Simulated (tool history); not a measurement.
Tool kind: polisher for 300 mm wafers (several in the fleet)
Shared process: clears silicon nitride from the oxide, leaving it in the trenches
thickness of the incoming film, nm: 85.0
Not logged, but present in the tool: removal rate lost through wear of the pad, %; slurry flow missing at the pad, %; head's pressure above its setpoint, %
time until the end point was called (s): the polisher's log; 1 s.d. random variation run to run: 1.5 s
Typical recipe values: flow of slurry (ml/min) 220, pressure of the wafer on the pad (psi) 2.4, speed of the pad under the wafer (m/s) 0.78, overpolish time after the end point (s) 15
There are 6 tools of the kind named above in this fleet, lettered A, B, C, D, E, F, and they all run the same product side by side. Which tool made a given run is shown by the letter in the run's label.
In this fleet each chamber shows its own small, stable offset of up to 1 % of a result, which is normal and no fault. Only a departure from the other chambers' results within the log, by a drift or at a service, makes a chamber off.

| run | hour | flow of slurry (ml/min) | pressure of the wafer on the pad (psi) | speed of the pad under the wafer (m/s) | overpolish time after the end point (s) | wafers polished on this pad | hours since the slurry nozzle was cleaned | hours since the head pressure was calibrated | time until the end point was called (s) |
|---|---|---|---|---|---|---|---|---|---|
|  | 3 | chamber E: worn pad replaced by a new one |
| 1C | 10.9 | 220 | 2.4 | 0.78 | 15 | 1025 | 518.7 | 504.2 | 165.55 |
| 2A | 23.6 | 220 | 2.4 | 0.78 | 15 | 366 | 66.4 | 595.2 | 166.47 |
|  | 24.4 | chamber C: worn pad replaced by a new one |
|  | 31.7 | chamber B: worn pad replaced by a new one |
| 3D | 33.6 | 220 | 2.4 | 0.78 | 15 | 485 | 350.5 | 329.1 | 167.36 |
| 4F | 46.1 | 220 | 2.4 | 0.78 | 15 | 831 | 387.5 | 269.2 | 169.08 |
|  | 55 | chamber F: worn pad replaced by a new one |
| 5E | 58.2 | 220 | 2.4 | 0.78 | 15 | 423 | 411.1 | 946.8 | 165.83 |
| 6B | 71.1 | 220 | 2.4 | 0.78 | 15 | 302 | 265.2 | 509.7 | 164.76 |
|  | 75.9 | chamber E: worn pad replaced by a new one |
|  | 78.7 | chamber A: head pressure recalibrated |
| 7B | 82.9 | 220 | 2.4 | 0.78 | 15 | 392 | 277 | 521.5 | 164.68 |
| 8A | 91.4 | 220 | 2.4 | 0.78 | 15 | 885 | 134.2 | 12.8 | 167.89 |
|  | 95 | chamber D: worn pad replaced by a new one |
|  | 95.4 | chamber F: head pressure recalibrated |
| 9C | 102.2 | 220 | 2.4 | 0.78 | 15 | 596 | 610 | 595.5 | 163.02 |
| 10F | 110.1 | 220 | 2.4 | 0.78 | 15 | 422 | 451.5 | 14.8 | 168.76 |
|  | 110.3 | chamber A: worn pad replaced by a new one |
| 11E | 124.3 | 220 | 2.8 | 0.78 | 15 | 371 | 477.2 | 1012.9 | 142.84 |
|  | 127.6 | chamber B: slurry nozzle cleaned |
| 12D | 138.5 | 220 | 2.8 | 0.78 | 15 | 333 | 455.4 | 434 | 143.12 |
| 13D | 147 | 220 | 2.8 | 0.78 | 15 | 398 | 463.9 | 442.5 | 142.73 |
| 14B | 157.1 | 220 | 2.8 | 0.78 | 15 | 961 | 29.5 | 595.7 | 143.47 |
|  | 162.3 | chamber F: worn pad replaced by a new one |
| 15F | 164.5 | 220 | 2.8 | 0.78 | 15 | 16 | 505.9 | 69.2 | 143.21 |
|  | 166.4 | chamber E: worn pad replaced by a new one |
|  | 168.2 | chamber B: worn pad replaced by a new one |
| 16A | 172.3 | 220 | 2.8 | 0.78 | 15 | 475 | 215.1 | 93.7 | 142.34 |
|  | 175.2 | chamber A: slurry nozzle cleaned |
|  | 178.6 | chamber C: worn pad replaced by a new one |
| 17C | 184.9 | 275 | 2.7 | 0.78 | 15 | 48 | 692.7 | 678.2 | 142.15 |
| 18E | 193.1 | 275 | 2.7 | 0.78 | 15 | 205 | 546 | 1081.7 | 144.06 |
|  | 193.2 | chamber D: worn pad replaced by a new one |
| 19E | 202.8 | 275 | 2.7 | 0.78 | 15 | 279 | 555.7 | 1091.4 | 143.28 |
|  | 203.2 | chamber F: slurry nozzle cleaned |
| 20A | 214.6 | 275 | 2.7 | 0.78 | 15 | 799 | 39.4 | 136 | 143.9 |
|  | 226.3 | chamber A: worn pad replaced by a new one |
| 21B | 229.1 | 275 | 2.7 | 0.78 | 15 | 467 | 101.5 | 667.7 | 141.56 |
| 22D | 236.6 | 275 | 2.7 | 0.78 | 15 | 333 | 553.5 | 532.1 | 144.34 |
|  | 237.1 | chamber E: worn pad replaced by a new one |
|  | 240.7 | chamber C: slurry nozzle cleaned |
| 23C | 245.9 | 220 | 2.4 | 0.78 | 15 | 516 | 5.3 | 739.2 | 163.2 |
| 24F | 255.3 | 220 | 2.8 | 0.78 | 15 | 713 | 52.2 | 160 | 141.31 |
|  | 258.4 | chamber E: slurry nozzle cleaned |
| 25C | 268.5 | 220 | 2.8 | 0.78 | 15 | 689 | 27.9 | 761.8 | 141.66 |
| 26A | 275.2 | 220 | 2.8 | 0.78 | 15 | 375 | 100 | 196.6 | 142.75 |
|  | 277.8 | chamber F: worn pad replaced by a new one |
| 27E | 282.2 | 220 | 2.8 | 0.78 | 15 | 346 | 23.9 | 1170.8 | 142.69 |
| 28F | 293.7 | 220 | 2.8 | 0.78 | 15 | 122 | 90.6 | 198.4 | 144.36 |
|  | 298.6 | chamber D: worn pad replaced by a new one |
|  | 305.3 | chamber B: worn pad replaced by a new one |
| 29B | 306 | 220 | 2.8 | 0.78 | 15 | 5 | 178.4 | 744.6 | 144.68 |
|  | 315.6 | chamber E: worn pad replaced by a new one |
| 30D | 320.3 | 195 | 2.4 | 0.52 | 15 | 166 | 637.2 | 615.8 | 251.82 |
|  | 328.2 | chamber D: slurry nozzle cleaned |
| 31A | 333.2 | 195 | 2.4 | 0.52 | 15 | 820 | 158 | 254.6 | 256.19 |
| 32C | 344.4 | 195 | 2.4 | 0.52 | 15 | 1271 | 103.8 | 837.7 | 247.01 |
| 33E | 352 | 195 | 2.4 | 0.52 | 15 | 279 | 93.7 | 1240.6 | 253.93 |
| 34B | 361.9 | 195 | 2.4 | 0.52 | 15 | 434 | 234.3 | 800.5 | 250.59 |
| 35D | 373.7 | 195 | 2.4 | 0.52 | 15 | 576 | 45.5 | 669.2 | 252.47 |
|  | 376.7 | chamber F: worn pad replaced by a new one |
| 36F | 380.7 | 220 | 2.4 | 0.58 | 15 | 30 | 177.6 | 285.4 | 225.89 |
| 37F | 394.5 | 220 | 2.4 | 0.58 | 15 | 136 | 191.4 | 299.2 | 223.1 |

Read the log: is a single chamber off, either drifting away or since a service, is the gauge that measures every chamber drifting, or is nothing wrong beyond small per-chamber offsets? Name any odd chamber and what most likely caused it.

Nothing is wrong: each chamber keeps only its own small, steady offset and the gauge holds still.
